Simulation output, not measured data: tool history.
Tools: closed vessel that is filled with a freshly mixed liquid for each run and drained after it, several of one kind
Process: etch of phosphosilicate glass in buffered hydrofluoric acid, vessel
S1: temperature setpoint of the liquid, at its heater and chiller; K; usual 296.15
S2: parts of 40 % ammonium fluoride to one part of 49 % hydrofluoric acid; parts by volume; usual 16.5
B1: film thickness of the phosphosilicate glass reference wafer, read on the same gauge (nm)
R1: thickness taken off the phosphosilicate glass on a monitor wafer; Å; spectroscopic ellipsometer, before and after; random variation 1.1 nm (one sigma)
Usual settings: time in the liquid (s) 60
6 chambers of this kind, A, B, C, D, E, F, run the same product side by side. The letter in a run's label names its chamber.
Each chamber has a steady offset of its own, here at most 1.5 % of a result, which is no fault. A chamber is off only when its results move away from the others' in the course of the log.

Run 1B, hour 4.9: usual settings; B1 60.004. Result: R1 1492.5 Å.
Run 2E, hour 14: usual settings; B1 59.99. Result: R1 1476.7 Å.
Run 3D, hour 23.5: usual settings; B1 60.004. Result: R1 1493.5 Å.
Run 4C, hour 32.9: usual settings; B1 59.999. Result: R1 1483.6 Å.
Run 5F, hour 43.1: usual settings; B1 60.014. Result: R1 1485.2 Å.
Run 6A, hour 51.8: usual settings; B1 60.002. Result: R1 1510.4 Å.
Run 7B, hour 60.5: usual settings; B1 60.004. Result: R1 1511.4 Å.
Run 8A, hour 67.4: usual settings; B1 60. Result: R1 1500.7 Å.
Run 9E, hour 78.9: usual settings; B1 60.009. Result: R1 1456.5 Å.
Run 10F, hour 86.1: usual settings; B1 60.001. Result: R1 1499.5 Å.
Run 11D, hour 95.9: usual settings; B1 59.992. Result: R1 1496.7 Å.
Run 12C, hour 101.5: usual settings; B1 60.021. Result: R1 1485.8 Å.
Run 13D, hour 106.5: usual settings but S2 13 parts by volume; B1 59.996. Result: R1 1898.8 Å.
Run 14B, hour 115.9: usual settings but S2 13 parts by volume; B1 59.99. Result: R1 1868.3 Å.
Run 15A, hour 127.1: usual settings but S2 13 parts by volume; B1 60.002. Result: R1 1857.6 Å.
Run 16C, hour 132.3: usual settings but S2 13 parts by volume; B1 59.992. Result: R1 1884 Å.
Run 17E, hour 141.7: usual settings but S2 13 parts by volume; B1 60.009. Result: R1 1880.7 Å.
Run 18F, hour 148.5: usual settings but S2 13 parts by volume; B1 60.002. Result: R1 1863 Å.
Run 19F, hour 159.6: usual settings; B1 59.987. Result: R1 1477.7 Å.
Run 20E, hour 164.9: usual settings; B1 60.002. Result: R1 1480.2 Å.
Run 21D, hour 172.1: usual settings; B1 59.973. Result: R1 1468.4 Å.
Run 22B, hour 177.6: usual settings; B1 60.011. Result: R1 1490.1 Å.
Run 23C, hour 188.6: usual settings; B1 60.003. Result: R1 1482.9 Å.
Run 24A, hour 195.3: usual settings; B1 59.996. Result: R1 1501 Å.
Run 25C, hour 205.7: usual settings; B1 59.974. Result: R1 1459.6 Å.
Run 26F, hour 213.8: usual settings; B1 59.99. Result: R1 1453.6 Å.
Run 27B, hour 221.3: usual settings; B1 60.022. Result: R1 1470.2 Å.
Run 28D, hour 229: usual settings; B1 59.997. Result: R1 1467.7 Å.
Run 29A, hour 234.8: usual settings; B1 59.988. Result: R1 1485.2 Å.
Run 30E, hour 240: usual settings; B1 59.999. Result: R1 1472.7 Å.
Run 31D, hour 245.4: usual settings; B1 60.019. Result: R1 1496 Å.
Run 32C, hour 256.5: usual settings; B1 60.004. Result: R1 1486 Å.
Run 33B, hour 267.8: usual settings; B1 60.011. Result: R1 1493.2 Å.
Run 34A, hour 276: usual settings; B1 60.006. Result: R1 1495.2 Å.
Run 35E, hour 283.7: usual settings; B1 59.984. Result: R1 1477 Å.
Run 36F, hour 292.2: usual settings; B1 59.99. Result: R1 1421.8 Å.
Run 37C, hour 301.4: usual settings; B1 59.988. Result: R1 1488.7 Å.

All 6 chambers run these settings next. Forecast each chamber's results:
Run 38A, hour 309.6: usual settings. Result: R1 ?.
Run 38B, hour 309.6: usual settings. Result: R1 ?.
Run 38C, hour 309.6: usual settings. Result: R1 ?.
Run 38D, hour 309.6: usual settings. Result: R1 ?.
Run 38E, hour 309.6: usual settings. Result: R1 ?.
Run 38F, hour 309.6: usual settings. Result: R1 ?.

run      R1
38A  1484.8
38B  1488.9
38C  1485.8
38D  1498.5
38E  1462.8
38F  1410.6
